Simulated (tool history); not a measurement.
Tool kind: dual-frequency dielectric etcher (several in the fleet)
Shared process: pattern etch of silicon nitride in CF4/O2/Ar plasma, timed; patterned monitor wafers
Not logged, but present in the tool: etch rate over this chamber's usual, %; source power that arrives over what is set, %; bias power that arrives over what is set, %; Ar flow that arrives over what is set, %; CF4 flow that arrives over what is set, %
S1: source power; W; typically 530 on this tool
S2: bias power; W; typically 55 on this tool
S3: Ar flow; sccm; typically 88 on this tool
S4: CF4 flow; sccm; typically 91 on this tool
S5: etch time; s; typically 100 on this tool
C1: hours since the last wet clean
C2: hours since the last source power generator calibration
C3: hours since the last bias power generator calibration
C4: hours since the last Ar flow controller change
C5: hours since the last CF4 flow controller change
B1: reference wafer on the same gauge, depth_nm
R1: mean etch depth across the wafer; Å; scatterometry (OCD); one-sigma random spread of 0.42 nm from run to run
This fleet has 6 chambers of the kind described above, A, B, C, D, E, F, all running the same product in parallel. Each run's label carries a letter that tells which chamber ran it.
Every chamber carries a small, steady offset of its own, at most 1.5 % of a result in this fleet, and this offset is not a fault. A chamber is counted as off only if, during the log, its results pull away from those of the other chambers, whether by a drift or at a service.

| run | hour | S1 | S2 | S3 | S4 | S5 | C1 | C2 | C3 | C4 | C5 | B1 | R1 |
|---|---|---|---|---|---|---|---|---|---|---|---|---|---|
| 1C | 6.9 | 530 | 55 | 88 | 91 | 100 | 495.2 | 3005.7 | 727.6 | 2132.1 | 1276.6 | 229.05 | 2092.4 |
| 2B | 18.1 | 530 | 55 | 88 | 91 | 100 | 41.9 | 2170.3 | 825.9 | 1322.9 | 416.1 | 229.06 | 2088.7 |
| 3D | 31.6 | 530 | 55 | 88 | 91 | 100 | 164.6 | 230.3 | 66.2 | 651.9 | 231.6 | 228.99 | 2053.7 |
| 4A | 39.1 | 530 | 55 | 88 | 91 | 100 | 380.8 | 1616.6 | 675 | 2264.8 | 2075.9 | 228.99 | 2087.6 |
|  | 46.7 | chamber C: wet clean of the chamber |
| 5F | 53.8 | 530 | 55 | 88 | 91 | 100 | 217.2 | 85.4 | 193.5 | 3071.2 | 3445.3 | 229.06 | 2106.4 |
| 6E | 62.6 | 530 | 55 | 88 | 91 | 100 | 404.9 | 122 | 2600.3 | 1392.1 | 773.7 | 228.98 | 2074.7 |
| 7A | 75.9 | 530 | 55 | 88 | 91 | 79 | 417.6 | 1653.4 | 711.8 | 2301.6 | 2112.7 | 228.96 | 1645 |
| 8C | 89 | 530 | 55 | 88 | 91 | 79 | 42.4 | 3087.8 | 809.7 | 2214.2 | 1358.7 | 229.06 | 1657.1 |
| 9B | 102.8 | 530 | 55 | 88 | 91 | 79 | 126.6 | 2255 | 910.6 | 1407.6 | 500.8 | 228.85 | 1648.7 |
| 10F | 115.7 | 530 | 55 | 88 | 91 | 79 | 279.1 | 147.3 | 255.4 | 3133.1 | 3507.2 | 228.96 | 1662.7 |
| 11E | 125.6 | 530 | 55 | 88 | 91 | 79 | 467.9 | 185 | 2663.3 | 1455.1 | 836.7 | 229.04 | 1639.8 |
| 12D | 134.3 | 530 | 55 | 88 | 91 | 79 | 267.3 | 333 | 168.9 | 754.6 | 334.3 | 228.95 | 1632.8 |
|  | 136.7 | chamber E: wet clean of the chamber |
| 13E | 146.5 | 530 | 55 | 88 | 91 | 100 | 9.9 | 205.9 | 2684.2 | 1476 | 857.6 | 229.12 | 2079.4 |
|  | 149.7 | chamber A: wet clean of the chamber |
| 14C | 153.6 | 530 | 55 | 88 | 91 | 100 | 107 | 3152.4 | 874.3 | 2278.8 | 1423.3 | 228.95 | 2089.1 |
| 15A | 164.2 | 530 | 55 | 88 | 91 | 100 | 14.6 | 1741.7 | 800.1 | 2389.9 | 2201 | 228.99 | 2079.9 |
| 16F | 177.2 | 530 | 55 | 88 | 91 | 100 | 340.6 | 208.8 | 316.9 | 3194.6 | 3568.7 | 229.03 | 2103.8 |
| 17D | 186.9 | 530 | 55 | 88 | 91 | 100 | 319.9 | 385.6 | 221.5 | 807.2 | 386.9 | 229.06 | 2054.9 |
| 18B | 199.6 | 530 | 55 | 88 | 91 | 100 | 223.4 | 2351.8 | 1007.4 | 1504.4 | 597.6 | 229.05 | 2088.8 |
| 19E | 207.8 | 530 | 55 | 88 | 91 | 100 | 71.2 | 267.2 | 2745.5 | 1537.3 | 918.9 | 228.86 | 2081.6 |
| 20C | 216.2 | 530 | 55 | 88 | 91 | 100 | 169.6 | 3215 | 936.9 | 2341.4 | 1485.9 | 229.02 | 2093 |
|  | 220.9 | chamber D: wet clean of the chamber |
|  | 227.4 | chamber B: source power generator calibrated |
| 21A | 228.2 | 530 | 63 | 88 | 91 | 100 | 78.6 | 1805.7 | 864.1 | 2453.9 | 2265 | 228.94 | 2193.1 |
|  | 235.3 | chamber A: Ar flow controller replaced |
| 22D | 236.1 | 530 | 63 | 88 | 91 | 100 | 15.2 | 434.8 | 270.7 | 856.4 | 436.1 | 228.93 | 2170.6 |
| 23F | 250.6 | 530 | 63 | 88 | 91 | 100 | 414 | 282.2 | 390.3 | 3268 | 3642.1 | 228.84 | 2217.3 |
| 24B | 263.9 | 530 | 63 | 88 | 91 | 100 | 287.7 | 36.6 | 1071.7 | 1568.7 | 661.9 | 229 | 2205.1 |
|  | 269.2 | chamber F: wet clean of the chamber |
| 25D | 270.5 | 530 | 63 | 88 | 91 | 100 | 49.6 | 469.2 | 305.1 | 890.8 | 470.5 | 228.97 | 2171.2 |
| 26F | 277.3 | 530 | 63 | 88 | 91 | 100 | 8.2 | 308.9 | 417 | 3294.7 | 3668.8 | 228.95 | 2210.7 |
| 27A | 286.4 | 530 | 55 | 88 | 91 | 100 | 136.8 | 1863.9 | 922.3 | 51.2 | 2323.2 | 228.97 | 2071.6 |
| 28C | 300.3 | 530 | 55 | 88 | 91 | 100 | 253.7 | 3299.1 | 1021 | 2425.5 | 1570 | 229.09 | 2090.7 |
| 29E | 312.4 | 530 | 55 | 88 | 91 | 100 | 175.8 | 371.8 | 2850.1 | 1641.9 | 1023.5 | 228.87 | 2068.4 |
| 30B | 322.3 | 530 | 55 | 88 | 91 | 100 | 346.1 | 95 | 1130.1 | 1627.1 | 720.3 | 228.99 | 2087.8 |
| 31C | 330.8 | 530 | 55 | 88 | 91 | 100 | 284.2 | 3329.6 | 1051.5 | 2456 | 1600.5 | 228.87 | 2088.3 |
| 32D | 337.8 | 530 | 55 | 88 | 91 | 100 | 116.9 | 536.5 | 372.4 | 958.1 | 537.8 | 229.08 | 2057.4 |
| 33E | 346.4 | 530 | 55 | 88 | 91 | 82 | 209.8 | 405.8 | 2884.1 | 1675.9 | 1057.5 | 228.98 | 1693.5 |
| 34A | 356.6 | 530 | 55 | 88 | 91 | 82 | 207 | 1934.1 | 992.5 | 121.4 | 2393.4 | 228.95 | 1703.2 |
| 35B | 366.6 | 530 | 55 | 88 | 91 | 82 | 390.4 | 139.3 | 1174.4 | 1671.4 | 764.6 | 228.93 | 1712.5 |
| 36F | 379.5 | 530 | 55 | 88 | 91 | 82 | 110.4 | 411.1 | 519.2 | 3396.9 | 3771 | 229.09 | 1727.1 |
| 37A | 387.7 | 530 | 55 | 88 | 91 | 82 | 238.1 | 1965.2 | 1023.6 | 152.5 | 2424.5 | 228.93 | 1709.2 |
| 38B | 400.4 | 530 | 55 | 88 | 91 | 82 | 424.2 | 173.1 | 1208.2 | 1705.2 | 798.4 | 229.03 | 1717.3 |
| 39E | 411.9 | 530 | 55 | 88 | 91 | 100 | 275.3 | 471.3 | 2949.6 | 1741.4 | 1123 | 229.16 | 2081.3 |

Which is it: a chamber that has drifted or been left off by a service, a gauge drift common to all chambers, or only each chamber's usual small offset? If a chamber is off, name it and its likeliest cause.

Neither any chamber nor the gauge drifts; the chambers differ only by their own small, steady offsets.

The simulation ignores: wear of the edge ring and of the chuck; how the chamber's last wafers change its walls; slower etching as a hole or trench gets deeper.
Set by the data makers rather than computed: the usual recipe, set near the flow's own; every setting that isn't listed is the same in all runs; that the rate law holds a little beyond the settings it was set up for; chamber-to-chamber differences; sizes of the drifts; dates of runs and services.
